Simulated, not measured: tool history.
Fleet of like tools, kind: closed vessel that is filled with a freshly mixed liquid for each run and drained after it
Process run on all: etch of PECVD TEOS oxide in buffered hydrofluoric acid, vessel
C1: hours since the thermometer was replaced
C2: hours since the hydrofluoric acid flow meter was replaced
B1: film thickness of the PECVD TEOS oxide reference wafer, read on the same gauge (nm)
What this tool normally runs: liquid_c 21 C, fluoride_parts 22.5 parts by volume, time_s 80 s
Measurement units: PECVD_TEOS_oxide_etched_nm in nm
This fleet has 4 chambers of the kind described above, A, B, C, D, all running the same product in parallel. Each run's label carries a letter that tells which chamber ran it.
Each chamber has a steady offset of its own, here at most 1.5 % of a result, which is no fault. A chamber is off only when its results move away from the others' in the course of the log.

{"run": "1D", "day": 0.121, "liquid_c": 21, "fluoride_parts": 22.5, "time_s": 80, "C1": 1155.8, "C2": 831.1, "B1": 119.99, "PECVD_TEOS_oxide_etched_nm": 50.698}
{"run": "2A", "day": 0.275, "liquid_c": 21, "fluoride_parts": 22.5, "time_s": 80, "C1": 497.8, "C2": 387.2, "B1": 120.01, "PECVD_TEOS_oxide_etched_nm": 51.144}
{"run": "3C", "day": 0.404, "liquid_c": 21, "fluoride_parts": 22.5, "time_s": 80, "C1": 881.9, "C2": 880.1, "B1": 119.94, "PECVD_TEOS_oxide_etched_nm": 50.565}
{"run": "4B", "day": 0.525, "liquid_c": 21, "fluoride_parts": 22.5, "time_s": 80, "C1": 400.4, "C2": 540.7, "B1": 120.01, "PECVD_TEOS_oxide_etched_nm": 51.707}
{"run": "5B", "day": 0.621, "liquid_c": 21, "fluoride_parts": 22.5, "time_s": 115, "C1": 402.7, "C2": 543, "B1": 119.99, "PECVD_TEOS_oxide_etched_nm": 73.095}
{"run": "6A", "day": 0.717, "liquid_c": 21, "fluoride_parts": 22.5, "time_s": 115, "C1": 508.4, "C2": 397.8, "B1": 120.02, "PECVD_TEOS_oxide_etched_nm": 73.142}
{"run": "7D", "day": 0.829, "liquid_c": 21, "fluoride_parts": 22.5, "time_s": 115, "C1": 1172.8, "C2": 848.1, "B1": 119.98, "PECVD_TEOS_oxide_etched_nm": 72.854}
{"run": "8C", "day": 0.975, "liquid_c": 21, "fluoride_parts": 22.5, "time_s": 115, "C1": 895.6, "C2": 893.8, "B1": 119.97, "PECVD_TEOS_oxide_etched_nm": 73.558}
{"run": "9A", "day": 1.146, "liquid_c": 21, "fluoride_parts": 22.5, "time_s": 80, "C1": 518.7, "C2": 408.1, "B1": 119.97, "PECVD_TEOS_oxide_etched_nm": 51.646}
{"run": "10B", "day": 1.242, "liquid_c": 21, "fluoride_parts": 14, "time_s": 50, "C1": 417.6, "C2": 557.9, "B1": 119.98, "PECVD_TEOS_oxide_etched_nm": 48.525}
{"run": "11C", "day": 1.454, "liquid_c": 21, "fluoride_parts": 14, "time_s": 50, "C1": 907.1, "C2": 905.3, "B1": 120.02, "PECVD_TEOS_oxide_etched_nm": 50.857}
{"run": "12D", "day": 1.658, "liquid_c": 21, "fluoride_parts": 14, "time_s": 50, "C1": 1192.7, "C2": 868, "B1": 120.04, "PECVD_TEOS_oxide_etched_nm": 50.197}
{"run": "13B", "day": 1.838, "liquid_c": 21, "fluoride_parts": 14, "time_s": 50, "C1": 431.9, "C2": 572.2, "B1": 119.99, "PECVD_TEOS_oxide_etched_nm": 48.45}
{"run": "14C", "day": 1.971, "liquid_c": 21, "fluoride_parts": 22.5, "time_s": 80, "C1": 919.5, "C2": 917.7, "B1": 120.02, "PECVD_TEOS_oxide_etched_nm": 52.253}
{"run": "15D", "day": 2.158, "liquid_c": 21, "fluoride_parts": 22.5, "time_s": 80, "C1": 1204.7, "C2": 880, "B1": 119.99, "PECVD_TEOS_oxide_etched_nm": 50.879}
{"run": "16A", "day": 2.362, "liquid_c": 21, "fluoride_parts": 22.5, "time_s": 80, "C1": 547.9, "C2": 437.3, "B1": 119.98, "PECVD_TEOS_oxide_etched_nm": 50.537}
{"run": "17D", "day": 2.492, "liquid_c": 21, "fluoride_parts": 22.5, "time_s": 80, "C1": 1212.7, "C2": 888, "B1": 120, "PECVD_TEOS_oxide_etched_nm": 50.552}
{"run": "18B", "day": 2.654, "liquid_c": 21, "fluoride_parts": 22.5, "time_s": 80, "C1": 451.5, "C2": 591.8, "B1": 120.02, "PECVD_TEOS_oxide_etched_nm": 50.531}
{"run": "19A", "day": 2.762, "liquid_c": 21, "fluoride_parts": 22.5, "time_s": 80, "C1": 557.5, "C2": 446.9, "B1": 119.97, "PECVD_TEOS_oxide_etched_nm": 51.362}
{"day": 2.896, "done": "chamber B: thermometer replaced"}
{"run": "20C", "day": 2.938, "liquid_c": 21, "fluoride_parts": 22.5, "time_s": 80, "C1": 942.7, "C2": 940.9, "B1": 119.98, "PECVD_TEOS_oxide_etched_nm": 54.176}
{"run": "21A", "day": 3.079, "liquid_c": 21, "fluoride_parts": 22.5, "time_s": 80, "C1": 565.1, "C2": 454.5, "B1": 120.02, "PECVD_TEOS_oxide_etched_nm": 50.31}
{"run": "22B", "day": 3.208, "liquid_c": 21, "fluoride_parts": 22.5, "time_s": 80, "C1": 7.5, "C2": 605.1, "B1": 120.01, "PECVD_TEOS_oxide_etched_nm": 50.661}
{"run": "23D", "day": 3.367, "liquid_c": 21, "fluoride_parts": 22.5, "time_s": 80, "C1": 1233.7, "C2": 909, "B1": 120.02, "PECVD_TEOS_oxide_etched_nm": 50.682}
{"run": "24C", "day": 3.483, "liquid_c": 24, "fluoride_parts": 22.5, "time_s": 110, "C1": 955.8, "C2": 954, "B1": 119.97, "PECVD_TEOS_oxide_etched_nm": 90.255}
{"run": "25B", "day": 3.633, "liquid_c": 24, "fluoride_parts": 22.5, "time_s": 110, "C1": 17.7, "C2": 615.3, "B1": 120, "PECVD_TEOS_oxide_etched_nm": 83.06}
{"run": "26C", "day": 3.788, "liquid_c": 24, "fluoride_parts": 22.5, "time_s": 110, "C1": 963.1, "C2": 961.3, "B1": 120.04, "PECVD_TEOS_oxide_etched_nm": 89.418}
{"run": "27A", "day": 3.888, "liquid_c": 24, "fluoride_parts": 22.5, "time_s": 110, "C1": 584.5, "C2": 473.9, "B1": 119.99, "PECVD_TEOS_oxide_etched_nm": 83.03}
{"run": "28D", "day": 4.021, "liquid_c": 21, "fluoride_parts": 22.5, "time_s": 80, "C1": 1249.4, "C2": 924.7, "B1": 119.98, "PECVD_TEOS_oxide_etched_nm": 50.797}
{"run": "29A", "day": 4.225, "liquid_c": 21, "fluoride_parts": 22.5, "time_s": 80, "C1": 592.6, "C2": 482, "B1": 119.97, "PECVD_TEOS_oxide_etched_nm": 50.501}
{"run": "30D", "day": 4.404, "liquid_c": 21, "fluoride_parts": 22.5, "time_s": 80, "C1": 1258.6, "C2": 933.9, "B1": 120.01, "PECVD_TEOS_oxide_etched_nm": 51.09}
{"run": "31B", "day": 4.558, "liquid_c": 21, "fluoride_parts": 22.5, "time_s": 80, "C1": 39.9, "C2": 637.5, "B1": 120.03, "PECVD_TEOS_oxide_etched_nm": 50.256}
{"run": "32C", "day": 4.65, "liquid_c": 21, "fluoride_parts": 22.5, "time_s": 80, "C1": 983.8, "C2": 982, "B1": 120.03, "PECVD_TEOS_oxide_etched_nm": 56.283}
{"run": "33D", "day": 4.825, "liquid_c": 21, "fluoride_parts": 22.5, "time_s": 80, "C1": 1268.7, "C2": 944, "B1": 120, "PECVD_TEOS_oxide_etched_nm": 50.623}
{"run": "34C", "day": 4.95, "liquid_c": 21, "fluoride_parts": 22.5, "time_s": 80, "C1": 991, "C2": 989.2, "B1": 120.01, "PECVD_TEOS_oxide_etched_nm": 56.543}
{"run": "35A", "day": 5.096, "liquid_c": 21, "fluoride_parts": 22.5, "time_s": 80, "C1": 613.5, "C2": 502.9, "B1": 120, "PECVD_TEOS_oxide_etched_nm": 51.31}

What goes on in this fleet: one chamber off, a drifting gauge, or nothing beyond the chambers' own small offsets? Name the chamber and the cause, if any.

One chamber, C, drifts off from the rest bit by bit.
Most likely cause: liquid hotter than its thermometer reads (K) = 2.05.

Which of the 4 candidates below, each the usual settings with something changed and its results left as question marks, puts chamber C back in line with what the other chambers give on the usual settings?
In-line tolerance around the mean of the other chambers on the usual settings: PECVD_TEOS_oxide_etched_nm 1.5 nm
{"run": "36C-1", "day": 5.254, "liquid_c": 21, "fluoride_parts": 21.5, "time_s": 95, "PECVD_TEOS_oxide_etched_nm": "?"}
{"run": "36C-2", "day": 5.254, "liquid_c": 21, "fluoride_parts": 30, "time_s": 80, "PECVD_TEOS_oxide_etched_nm": "?"}
{"run": "36C-3", "day": 5.254, "liquid_c": 22, "fluoride_parts": 20.5, "time_s": 80, "PECVD_TEOS_oxide_etched_nm": "?"}
{"run": "36C-4", "day": 5.254, "liquid_c": 21, "fluoride_parts": 26.5, "time_s": 80, "PECVD_TEOS_oxide_etched_nm": "?"}

On the usual settings, the other chambers give on average: PECVD_TEOS_oxide_etched_nm 50.867 nm
run=36C-1 PECVD_TEOS_oxide_etched_nm=70.098
run=36C-2 PECVD_TEOS_oxide_etched_nm=46.794
run=36C-3 PECVD_TEOS_oxide_etched_nm=64.433
run=36C-4 PECVD_TEOS_oxide_etched_nm=51.016
The answer is 36C-4, which returns the chamber to within the allowed miss of the others.

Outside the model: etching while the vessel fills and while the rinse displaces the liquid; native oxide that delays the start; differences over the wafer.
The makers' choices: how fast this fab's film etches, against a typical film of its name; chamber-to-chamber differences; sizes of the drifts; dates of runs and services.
